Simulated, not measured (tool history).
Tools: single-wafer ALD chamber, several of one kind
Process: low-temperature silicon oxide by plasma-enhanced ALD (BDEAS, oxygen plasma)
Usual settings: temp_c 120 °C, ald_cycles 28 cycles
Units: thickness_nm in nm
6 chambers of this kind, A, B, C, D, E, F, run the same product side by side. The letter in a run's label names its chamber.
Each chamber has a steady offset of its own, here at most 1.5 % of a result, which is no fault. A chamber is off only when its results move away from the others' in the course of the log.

run   hour  temp_c  ald_cycles  hours since the last thermocouple change  read-back reference wafer on the same gauge, thickness_nm  thickness_nm
 1D    3.2     120          28                                    1042.7                                                     4.2475        3.8106
 2E    8.2     120          28                                    1161.9                                                     4.2532        3.8393
 3A   12.7     120          28                                      41.1                                                     4.2512        3.9205
 4B   17.2     120          28                                    1650.5                                                     4.2475        3.8118
 5F   21.2     120          28                                     582.4                                                     4.2495        3.8842
 6C   26.3     120          28                                     777.6                                                     4.2505        3.8851
 7D   28.9     120          28                                    1068.4                                                     4.2476        3.8022
 8F   33.0     120          28                                     594.2                                                     4.2484        3.8662
 9A   36.1     130          24                                      64.5                                                     4.2507        3.2651
10E   40.9     130          24                                    1194.6                                                     4.2481        3.1774
      43.4  -- chamber E: thermocouple changed; heater temperature recalibrated
11B   43.8     130          24                                    1677.1                                                     4.2460        3.2329
12C   48.8     130          24                                     800.1                                                     4.2473        3.2332
13F   52.6     130          24                                     613.8                                                     4.2521        3.2874
14D   56.4     130          24                                    1095.9                                                     4.2479        3.2209
15B   60.3     111          25                                    1693.6                                                     4.2542        3.4968
16A   64.4     111          25                                      92.8                                                     4.2484        3.5240
17C   66.6     111          25                                     817.9                                                     4.2496        3.5175
18E   71.1     111          25                                      27.7                                                     4.2516        3.4905
19D   76.1     111          25                                    1115.6                                                     4.2473        3.4676
20B   80.1     111          25                                    1713.4                                                     4.2499        3.4879
21A   83.4     120          28                                     111.8                                                     4.2497        3.8869
22E   87.1     120          28                                      43.7                                                     4.2476        3.8464
23C   91.0     120          28                                     842.3                                                     4.2509        3.8681
24F   94.9     120          28                                     656.1                                                     4.2491        3.8703
25F   98.5     120          28                                     659.7                                                     4.2439        3.8840
26D  100.8     120          28                                    1140.3                                                     4.2461        3.8021
27A  104.0     120          32                                     132.4                                                     4.2522        4.4471
28C  107.0     120          32                                     858.3                                                     4.2512        4.4491
29B  109.4     120          32                                    1742.7                                                     4.2503        4.3975
30E  114.2     120          32                                      70.8                                                     4.2527        4.3309
31B  118.2     120          32                                    1751.5                                                     4.2504        4.3769
32E  123.1     120          32                                      79.7                                                     4.2494        4.3556
33D  127.0     120          28                                    1166.5                                                     4.2504        3.8172
34A  131.9     120          28                                     160.3                                                     4.2515        3.8815
35F  136.3     120          28                                     697.5                                                     4.2507        3.8616
36C  141.1     120          28                                     892.4                                                     4.2521        3.8629
37C  144.2     115          28                                     895.5                                                     4.2563        3.8879
38F  147.3     115          28                                     708.5                                                     4.2510        3.9007

All 6 chambers run these settings next. Forecast each chamber's results:
39A  150.9     134          28                                                                                                                  ?
39B  150.9     134          28                                                                                                                  ?
39C  150.9     134          28                                                                                                                  ?
39D  150.9     134          28                                                                                                                  ?
39E  150.9     134          28                                                                                                                  ?
39F  150.9     134          28                                                                                                                  ?

run  thickness_nm
39A        3.7759
39B        3.7459
39C        3.7746
39D        3.7437
39E        3.7112
39F        3.7947
